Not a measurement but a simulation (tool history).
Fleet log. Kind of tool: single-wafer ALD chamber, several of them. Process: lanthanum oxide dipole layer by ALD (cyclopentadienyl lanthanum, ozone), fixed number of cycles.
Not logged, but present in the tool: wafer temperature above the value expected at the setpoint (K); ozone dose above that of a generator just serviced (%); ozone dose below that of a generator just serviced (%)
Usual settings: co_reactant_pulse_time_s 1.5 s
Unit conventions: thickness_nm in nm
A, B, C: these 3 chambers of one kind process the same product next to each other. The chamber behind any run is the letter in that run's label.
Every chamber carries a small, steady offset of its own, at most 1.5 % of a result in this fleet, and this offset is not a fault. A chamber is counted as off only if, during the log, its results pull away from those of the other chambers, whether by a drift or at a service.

run	hour	co_reactant_pulse_time_s	hours since the last thermocouple change	hours since the last ozone generator service	read-back reference wafer on the same gauge, thickness_nm	thickness_nm
1B	4.4	1.5	2123.6	303.3	0.6533	0.55456
2A	6.9	1.5	19.3	1430.5	0.65228	0.5462
3C	10.6	1.5	182.5	102.1	0.65323	0.55322
4B	13.8	1.5	2133	312.7	0.65351	0.55468
5A	16.3	1.5	28.7	1439.9	0.65285	0.54537
6C	18.4	1.5	190.3	109.9	0.65294	0.551
7C	22	1.5	193.9	113.5	0.65326	0.55197
8A	24.2	1.5	36.6	1447.8	0.65268	0.54716
9B	26.3	1.5	2145.5	325.2	0.65282	0.55761
10B	28.5	1.5	2147.7	327.4	0.65274	0.55198
11A	32.6	1.5	45	1456.2	0.65305	0.54692
12C	37.2	1.5	209.1	128.7	0.65296	0.55395
13A	39.7	1.5	52.1	1463.3	0.6534	0.54304
14B	42.7	1.5	2161.9	341.6	0.65297	0.55504
15C	46.3	1.5	218.2	137.8	0.6528	0.55086
16A	50.2	1.98	62.6	1473.8	0.65332	0.56253
17C	53.7	1.98	225.6	145.2	0.65243	0.56995
18B	58.3	1.98	2177.5	357.2	0.6536	0.57319
19B	62.5	1.5	2181.7	361.4	0.6526	0.5524
20A	66.1	1.5	78.5	1489.7	0.65287	0.54776
21C	69.8	1.5	241.7	161.3	0.65281	0.54999
22B	72.1	1.5	2191.3	371	0.65359	0.55212
23A	75	1.5	87.4	1498.6	0.65327	0.54483
24C	77.5	1.5	249.4	169	0.65256	0.54897
25B	81.9	2.01	2201.1	380.8	0.65376	0.57402
26A	86.4	2.01	98.8	1510	0.65256	0.56448
27C	89.1	2.01	261	180.6	0.65242	0.57227
28B	91.5	1.5	2210.7	390.4	0.65293	0.55527
29A	95.1	1.5	107.5	1518.7	0.65293	0.54865
30C	98.9	1.5	270.8	190.4	0.65299	0.55319
31B	102.5	1.5	2221.7	401.4	0.65311	0.55329
32A	104.8	1.74	117.2	1528.4	0.65327	0.55733
33C	107.9	1.74	279.8	199.4	0.65279	0.56314
34A	111.2	1.74	123.6	1534.8	0.65302	0.55483
# hour 112.6: chamber B: thermocouple changed; heater temperature recalibrated
35C	113.7	1.5	285.6	205.2	0.65334	0.55176
36B	118.1	1.5	5.5	417	0.65278	0.55585
37B	122	1.82	9.4	420.9	0.65283	0.56684

Each of the 3 chambers runs these same settings next. Fill in every chamber's results:
38A	125.3	1.88				?
38B	125.3	1.88				?
38C	125.3	1.88				?

run	thickness_nm
38A	0.56137
38B	0.56781
38C	0.56769
